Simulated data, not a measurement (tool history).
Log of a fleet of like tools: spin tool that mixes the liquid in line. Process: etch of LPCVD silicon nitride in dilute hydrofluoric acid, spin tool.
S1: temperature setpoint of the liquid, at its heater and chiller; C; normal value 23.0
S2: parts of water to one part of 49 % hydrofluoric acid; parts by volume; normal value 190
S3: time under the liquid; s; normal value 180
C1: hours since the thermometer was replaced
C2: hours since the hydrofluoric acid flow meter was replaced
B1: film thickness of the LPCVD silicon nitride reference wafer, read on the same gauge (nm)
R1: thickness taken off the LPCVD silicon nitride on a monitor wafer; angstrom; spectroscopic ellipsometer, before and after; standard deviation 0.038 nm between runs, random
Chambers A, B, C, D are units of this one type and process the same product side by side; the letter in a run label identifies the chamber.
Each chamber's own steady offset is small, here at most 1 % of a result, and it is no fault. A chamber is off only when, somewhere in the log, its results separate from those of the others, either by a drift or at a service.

run,hour,S1,S2,S3,C1,C2,B1,R1
1D,5.0,23.0,190,180,1939.2,700.2,30.005,4.3631
2C,9.2,23.0,190,180,837.7,312.1,30.011,4.6961
3B,16.1,23.0,190,180,224.8,776.1,29.985,3.9969
4A,22.8,23.0,190,180,2745.5,682.9,29.982,5.2457
5A,28.2,23.0,190,180,2750.9,688.3,30.015,5.1375
6C,32.6,23.0,190,180,861.1,335.5,30.010,4.0677
7D,38.1,23.0,190,180,1972.3,733.3,30.015,4.6763
8B,42.8,23.0,190,180,251.5,802.8,29.996,4.6263
9A,48.4,23.0,190,180,2771.1,708.5,30.015,4.5803
10B,52.6,23.0,190,180,261.3,812.6,29.995,4.3112
11C,57.2,23.0,190,180,885.7,360.1,30.006,4.7450
12D,61.1,23.0,190,180,1995.3,756.3,29.990,4.3141
13D,66.3,23.0,190,180,2000.5,761.5,29.995,4.8116
14C,72.5,23.0,190,180,901.0,375.4,29.991,4.4180
15B,79.4,20.5,265,180,288.1,839.4,30.009,2.7289
16A,86.2,20.5,265,180,2808.9,746.3,30.006,2.8343
17D,91.5,20.5,265,180,2025.7,786.7,29.993,2.7835
18A,97.0,20.5,265,180,2819.7,757.1,29.988,3.3468
19B,102.1,23.0,190,180,310.8,862.1,29.995,4.2844
20C,105.4,23.0,190,180,933.9,408.3,30.003,4.4488
21B,111.3,18.5,190,180,320.0,871.3,30.001,3.3015
22A,116.5,18.5,190,180,2839.2,776.6,29.989,3.2234
23C,121.6,18.5,190,180,950.1,424.5,29.991,3.0147
24D,127.3,18.5,190,180,2061.5,822.5,30.008,3.1448
25A,132.2,23.0,190,180,2854.9,792.3,29.997,3.9202
26D,136.7,23.0,190,180,2070.9,831.9,30.002,4.7707
27C,140.6,23.0,190,180,969.1,443.5,29.997,4.6603
28B,146.9,23.0,135,180,355.6,906.9,30.003,6.8763
29A,153.0,23.0,135,180,2875.7,813.1,30.011,6.6636
30D,157.7,23.0,135,180,2091.9,852.9,30.001,5.9751
31B,164.8,23.0,135,180,373.5,924.8,29.997,6.3436
32C,168.7,23.0,190,180,997.2,471.6,29.999,4.4731
33C,172.6,23.0,190,180,1001.1,475.5,29.980,5.0393
34A,178.9,23.0,190,180,2901.6,839.0,30.007,3.9008
35B,185.2,23.0,155,180,393.9,945.2,30.004,5.4943
36D,192.5,23.0,155,180,2126.7,887.7,29.970,6.0792
37B,199.8,23.0,155,180,408.5,959.8,29.993,6.1684
38D,203.1,23.0,155,180,2137.3,898.3,30.018,4.3328
39A,207.1,23.0,190,180,2929.8,867.2,29.988,4.2716
40C,213.9,23.0,190,180,1042.4,516.8,30.005,4.5530
41D,221.1,23.0,190,180,2155.3,916.3,30.001,4.2643
42B,226.0,23.0,190,180,434.7,986.0,30.000,3.8991
43A,229.2,23.0,190,180,2951.9,889.3,29.998,4.1483
44C,235.0,23.0,190,180,1063.5,537.9,29.985,3.9438

What goes on in this fleet: one chamber off, a drifting gauge, or nothing beyond the chambers' own small offsets? Name the chamber and the cause, if any.

Beyond each chamber's small constant offset nothing stands out, and the gauge stays steady.

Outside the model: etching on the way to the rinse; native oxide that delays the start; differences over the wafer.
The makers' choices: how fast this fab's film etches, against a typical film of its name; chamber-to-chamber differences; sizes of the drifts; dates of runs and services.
